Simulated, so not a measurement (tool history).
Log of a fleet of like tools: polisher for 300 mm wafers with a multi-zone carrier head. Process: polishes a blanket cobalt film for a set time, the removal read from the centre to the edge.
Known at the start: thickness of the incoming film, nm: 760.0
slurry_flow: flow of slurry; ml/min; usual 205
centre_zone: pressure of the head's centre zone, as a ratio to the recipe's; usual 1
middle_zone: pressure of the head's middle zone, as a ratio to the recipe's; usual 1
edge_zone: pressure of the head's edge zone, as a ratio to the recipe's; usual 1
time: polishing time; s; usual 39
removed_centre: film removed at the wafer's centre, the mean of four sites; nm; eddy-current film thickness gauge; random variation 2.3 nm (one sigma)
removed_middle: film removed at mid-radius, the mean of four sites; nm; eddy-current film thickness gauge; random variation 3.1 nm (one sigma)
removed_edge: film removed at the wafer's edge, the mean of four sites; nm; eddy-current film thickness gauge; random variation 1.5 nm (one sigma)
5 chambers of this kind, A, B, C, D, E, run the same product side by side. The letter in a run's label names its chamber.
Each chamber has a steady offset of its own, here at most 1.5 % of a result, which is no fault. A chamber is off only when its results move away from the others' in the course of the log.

run	hour	slurry_flow	centre_zone	middle_zone	edge_zone	time	removed_centre	removed_middle	removed_edge
# hour 2.4: chamber C: centre zone pressure recalibrated
# hour 2.7: chamber A: slurry nozzle cleaned
1C	14.4	205	1	1	1	39	222.75	223.95	222.46
2B	25.4	205	1	1	1	39	220.91	225.88	219.61
# hour 30.9: chamber C: worn pad replaced by a new one
3D	37.1	205	1	1	1	39	215.02	221.92	224.02
4E	46.2	205	1	1	1	39	227.94	223.59	221.56
5A	56.8	205	1	1	1	39	220.16	230.4	219.08
# hour 57.8: chamber B: worn pad replaced by a new one
# hour 59.2: chamber A: worn pad replaced by a new one
6E	71.7	205	1	1	1	39	221.92	220.04	219.27
7C	81.2	205	1	1	1	39	222.71	216.63	221.6
8A	89.8	205	1	1	1	39	216.32	227.94	218.82
# hour 99.1: chamber C: worn pad replaced by a new one
# hour 99.7: chamber D: worn pad replaced by a new one
9D	102.1	205	1	1	1	39	217.79	222.89	225.38
# hour 110.6: chamber E: worn pad replaced by a new one
10B	116.8	205	1	1	1	39	223.36	220.45	220.22
# hour 122.2: chamber D: slurry nozzle cleaned
11E	124.5	205	1	1	1	39	225.33	217.12	223.58
# hour 129.1: chamber A: worn pad replaced by a new one
12D	131.9	205	1	1	1	39	218.1	219.04	225.18
13B	144.1	205	1	1	1	39	220.96	221.52	221.64
# hour 144.2: chamber C: edge zone pressure recalibrated
14C	153.6	205	1	1	1	39	225.34	214.5	224.38
# hour 158.3: chamber B: worn pad replaced by a new one
15A	167.6	205	1	1	1	39	217.11	220.36	221.07
# hour 172.7: chamber C: worn pad replaced by a new one
16C	180.5	205	1	1	1	39	222.63	218.86	219.7
17E	190.6	205	1	1	1	39	221.24	223.85	221.41
# hour 195.5: chamber A: worn pad replaced by a new one
18B	200.4	205	1	1	1	39	221.65	222.62	222.59
# hour 200.5: chamber E: centre zone pressure recalibrated
19A	211.3	205	1	1	1	39	217.35	216.79	221.94
20D	222	205	1	1	1	39	217.88	213.54	222.65
# hour 226.3: chamber D: worn pad replaced by a new one
21A	232	270	1	1	1	39	225.65	227.9	228.72
# hour 234.9: chamber E: worn pad replaced by a new one
22E	245.8	270	1	1	1	39	232.49	224.6	225.65
# hour 249.6: chamber C: worn pad replaced by a new one
# hour 256: chamber D: centre zone pressure recalibrated
23D	256.5	270	1	1	1	39	227.06	223.25	230.77
# hour 265.6: chamber A: worn pad replaced by a new one
24C	271.6	270	1	1	1	39	232.71	227.83	230.3
# hour 275.9: chamber B: worn pad replaced by a new one
25B	283.3	270	1	1	1	39	232.12	232.84	226.39
26C	296.7	205	1	1	1	39	220.56	225.08	224.42
27D	308.3	205	1	1	1	39	218.97	218.03	223.97
# hour 312.5: chamber B: slurry nozzle cleaned
# hour 318: chamber D: slurry nozzle cleaned
28E	323.1	205	1	1	1	39	221.03	217.1	221.53
# hour 325.6: chamber C: worn pad replaced by a new one
29B	330.1	205	1	1	1	39	217.87	219.24	220.48
30A	342.8	205	1	1	1	39	218.83	227.5	222.07
31C	352.2	205	1	1	1	39	224.94	220.1	224.5
# hour 352.4: chamber E: slurry nozzle cleaned
# hour 361.4: chamber E: worn pad replaced by a new one
32D	366.1	205	1	1	1	39	217.5	218.57	224.68
33E	373.7	205	1	1	1	39	223.42	220.64	218.9
# hour 382.7: chamber B: worn pad replaced by a new one
34B	383.6	205	1	1	0.95	39	218.04	222.89	214.62

All 5 chambers run these settings next. Forecast each chamber's results:
35A	395	205	1	1	1	30	?	?	?
35B	395	205	1	1	1	30	?	?	?
35C	395	205	1	1	1	30	?	?	?
35D	395	205	1	1	1	30	?	?	?
35E	395	205	1	1	1	30	?	?	?

run	removed_centre	removed_middle	removed_edge
35A	171.79	174.25	170.44
35B	171.67	173.22	171.69
35C	172.52	172	171.91
35D	165.59	166.52	171.97
35E	173.4	165.72	171.26
